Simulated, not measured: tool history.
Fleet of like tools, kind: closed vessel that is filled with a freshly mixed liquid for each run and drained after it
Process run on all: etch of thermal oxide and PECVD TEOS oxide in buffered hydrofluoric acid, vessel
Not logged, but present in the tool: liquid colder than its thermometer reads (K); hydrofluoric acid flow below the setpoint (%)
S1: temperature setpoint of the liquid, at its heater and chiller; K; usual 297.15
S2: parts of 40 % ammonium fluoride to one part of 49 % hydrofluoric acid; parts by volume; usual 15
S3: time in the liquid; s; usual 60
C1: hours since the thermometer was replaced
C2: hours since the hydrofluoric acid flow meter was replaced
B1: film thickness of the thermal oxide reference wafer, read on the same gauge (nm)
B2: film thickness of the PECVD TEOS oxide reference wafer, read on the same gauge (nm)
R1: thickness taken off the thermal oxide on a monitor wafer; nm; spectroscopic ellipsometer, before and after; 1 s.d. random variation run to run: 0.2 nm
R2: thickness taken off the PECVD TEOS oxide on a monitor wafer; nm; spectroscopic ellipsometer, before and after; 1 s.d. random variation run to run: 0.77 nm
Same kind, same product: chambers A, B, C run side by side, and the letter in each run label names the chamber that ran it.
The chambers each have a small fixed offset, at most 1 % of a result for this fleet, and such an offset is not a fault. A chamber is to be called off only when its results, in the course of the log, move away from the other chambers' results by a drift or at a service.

run 1C day=0.171 | S1=297.15 S2=15 S3=60 | C1=331.9 C2=408.0 | B1=60.003 B2=139.99 | R1=44.144 R2=91.300
run 2A day=0.367 | S1=297.15 S2=15 S3=60 | C1=664.9 C2=718.5 | B1=59.998 B2=139.98 | R1=44.358 R2=91.795
run 3B day=0.571 | S1=297.15 S2=15 S3=60 | C1=613.2 C2=523.9 | B1=60.003 B2=139.99 | R1=44.512 R2=91.618
run 4A day=0.917 | S1=297.15 S2=15 S3=60 | C1=678.1 C2=731.7 | B1=59.974 B2=140.00 | R1=44.241 R2=90.067
run 5C day=1.225 | S1=297.15 S2=15 S3=60 | C1=357.2 C2=433.3 | B1=59.998 B2=140.01 | R1=44.453 R2=91.842
run 6B day=1.388 | S1=297.15 S2=15 S3=60 | C1=632.8 C2=543.5 | B1=59.994 B2=140.03 | R1=44.380 R2=93.116
run 7B day=1.562 | S1=297.15 S2=15 S3=60 | C1=637.0 C2=547.7 | B1=60.009 B2=139.97 | R1=44.381 R2=91.756
run 8A day=1.867 | S1=297.15 S2=15 S3=60 | C1=700.9 C2=754.5 | B1=60.028 B2=139.99 | R1=44.281 R2=90.631
run 9C day=2.167 | S1=297.15 S2=15 S3=60 | C1=379.8 C2=455.9 | B1=59.987 B2=140.00 | R1=44.489 R2=92.615
run 10C day=2.408 | S1=297.15 S2=15 S3=60 | C1=385.6 C2=461.7 | B1=60.008 B2=140.00 | R1=44.456 R2=91.374
run 11A day=2.692 | S1=297.15 S2=15 S3=60 | C1=720.7 C2=774.3 | B1=60.005 B2=140.00 | R1=44.355 R2=91.234
run 12B day=2.971 | S1=297.15 S2=15 S3=60 | C1=670.8 C2=581.5 | B1=59.995 B2=139.97 | R1=44.663 R2=91.076
run 13B day=3.200 | S1=297.15 S2=15 S3=60 | C1=676.3 C2=587.0 | B1=59.999 B2=139.99 | R1=44.269 R2=91.616
run 14C day=3.521 | S1=301.15 S2=15 S3=75 | C1=412.3 C2=488.4 | B1=59.991 B2=140.01 | R1=68.516 R2=140.520
run 15A day=3.796 | S1=301.15 S2=15 S3=75 | C1=747.2 C2=800.8 | B1=60.023 B2=140.02 | R1=69.171 R2=141.260
run 16C day=4.104 | S1=301.15 S2=15 S3=75 | C1=426.3 C2=502.4 | B1=60.004 B2=139.99 | R1=68.222 R2=141.660
run 17A day=4.375 | S1=297.15 S2=15 S3=60 | C1=761.1 C2=814.7 | B1=60.000 B2=140.05 | R1=43.911 R2=92.371
run 18B day=4.558 | S1=297.15 S2=15 S3=60 | C1=708.9 C2=619.6 | B1=60.009 B2=139.99 | R1=44.176 R2=91.159
run 19C day=4.783 | S1=297.15 S2=15 S3=60 | C1=442.6 C2=518.7 | B1=59.995 B2=140.00 | R1=44.293 R2=92.197
run 20B day=5.029 | S1=297.15 S2=15 S3=60 | C1=720.2 C2=630.9 | B1=60.016 B2=140.00 | R1=44.249 R2=91.485
run 21A day=5.304 | S1=297.15 S2=15 S3=60 | C1=783.4 C2=837.0 | B1=59.989 B2=139.98 | R1=44.250 R2=91.390
run 22C day=5.567 | S1=297.15 S2=15 S3=60 | C1=461.4 C2=537.5 | B1=60.002 B2=140.03 | R1=44.157 R2=91.065
run 23B day=5.838 | S1=297.15 S2=15 S3=60 | C1=739.6 C2=650.3 | B1=60.000 B2=140.01 | R1=44.413 R2=89.993
run 24A day=6.071 | S1=297.15 S2=15 S3=60 | C1=801.8 C2=855.4 | B1=60.001 B2=139.97 | R1=44.628 R2=89.488
run 25A day=6.392 | S1=297.15 S2=15 S3=60 | C1=809.5 C2=863.1 | B1=59.994 B2=140.00 | R1=44.336 R2=92.142
run 26B day=6.625 | S1=297.15 S2=15 S3=60 | C1=758.5 C2=669.2 | B1=60.002 B2=140.02 | R1=44.819 R2=91.605
run 27C day=6.921 | S1=297.15 S2=15 S3=60 | C1=493.9 C2=570.0 | B1=60.006 B2=139.98 | R1=44.540 R2=93.473
run 28C day=7.254 | S1=297.15 S2=15 S3=60 | C1=501.9 C2=578.0 | B1=60.010 B2=139.99 | R1=44.206 R2=91.741
run 29A day=7.562 | S1=297.15 S2=15 S3=60 | C1=837.6 C2=891.2 | B1=60.000 B2=140.01 | R1=44.106 R2=90.372
run 30B day=7.729 | S1=297.15 S2=15 S3=60 | C1=785.0 C2=695.7 | B1=60.008 B2=140.00 | R1=44.598 R2=90.038
run 31B day=8.029 | S1=297.15 S2=15 S3=60 | C1=792.2 C2=702.9 | B1=59.998 B2=140.02 | R1=44.444 R2=90.284
run 32C day=8.233 | S1=301.65 S2=15 S3=70 | C1=525.4 C2=601.5 | B1=60.006 B2=140.01 | R1=65.564 R2=135.650
run 33A day=8.575 | S1=301.65 S2=15 S3=70 | C1=861.9 C2=915.5 | B1=60.007 B2=139.99 | R1=66.128 R2=135.640
run 34B day=8.896 | S1=301.65 S2=15 S3=70 | C1=813.0 C2=723.7 | B1=59.994 B2=140.01 | R1=66.025 R2=138.740
run 35C day=9.217 | S1=297.15 S2=15 S3=60 | C1=549.0 C2=625.1 | B1=59.993 B2=140.00 | R1=44.180 R2=92.199
run 36A day=9.508 | S1=299.15 S2=15 S3=75 | C1=884.3 C2=937.9 | B1=59.994 B2=140.02 | R1=61.833 R2=125.110
run 37B day=9.679 | S1=299.15 S2=15 S3=75 | C1=831.8 C2=742.5 | B1=59.999 B2=140.00 | R1=62.524 R2=125.840
run 38C day=9.996 | S1=299.15 S2=15 S3=75 | C1=567.7 C2=643.8 | B1=60.001 B2=139.99 | R1=61.111 R2=126.120
run 39A day=10.167 | S1=297.15 S2=15 S3=60 | C1=900.1 C2=953.7 | B1=59.994 B2=140.00 | R1=44.365 R2=90.147
run 40A day=10.450 | S1=297.15 S2=15 S3=60 | C1=906.9 C2=960.5 | B1=59.998 B2=139.98 | R1=44.373 R2=91.536
run 41B day=10.604 | S1=297.15 S2=15 S3=60 | C1=854.0 C2=764.7 | B1=59.988 B2=140.00 | R1=44.557 R2=91.446
run 42C day=10.842 | S1=297.15 S2=15 S3=60 | C1=588.0 C2=664.1 | B1=60.001 B2=140.02 | R1=44.184 R2=92.913
run 43C day=11.108 | S1=297.15 S2=15 S3=60 | C1=594.4 C2=670.5 | B1=59.997 B2=140.00 | R1=44.619 R2=91.232

All 3 chambers run these settings next. Forecast each chamber's results:
run 44A day=11.358 | S1=297.15 S2=15 S3=60 | R1=? R2=?
run 44B day=11.358 | S1=297.15 S2=15 S3=60 | R1=? R2=?
run 44C day=11.358 | S1=297.15 S2=15 S3=60 | R1=? R2=?

run=44A R1=44.408 R2=90.780
run=44B R1=44.524 R2=91.242
run=44C R1=44.184 R2=91.177
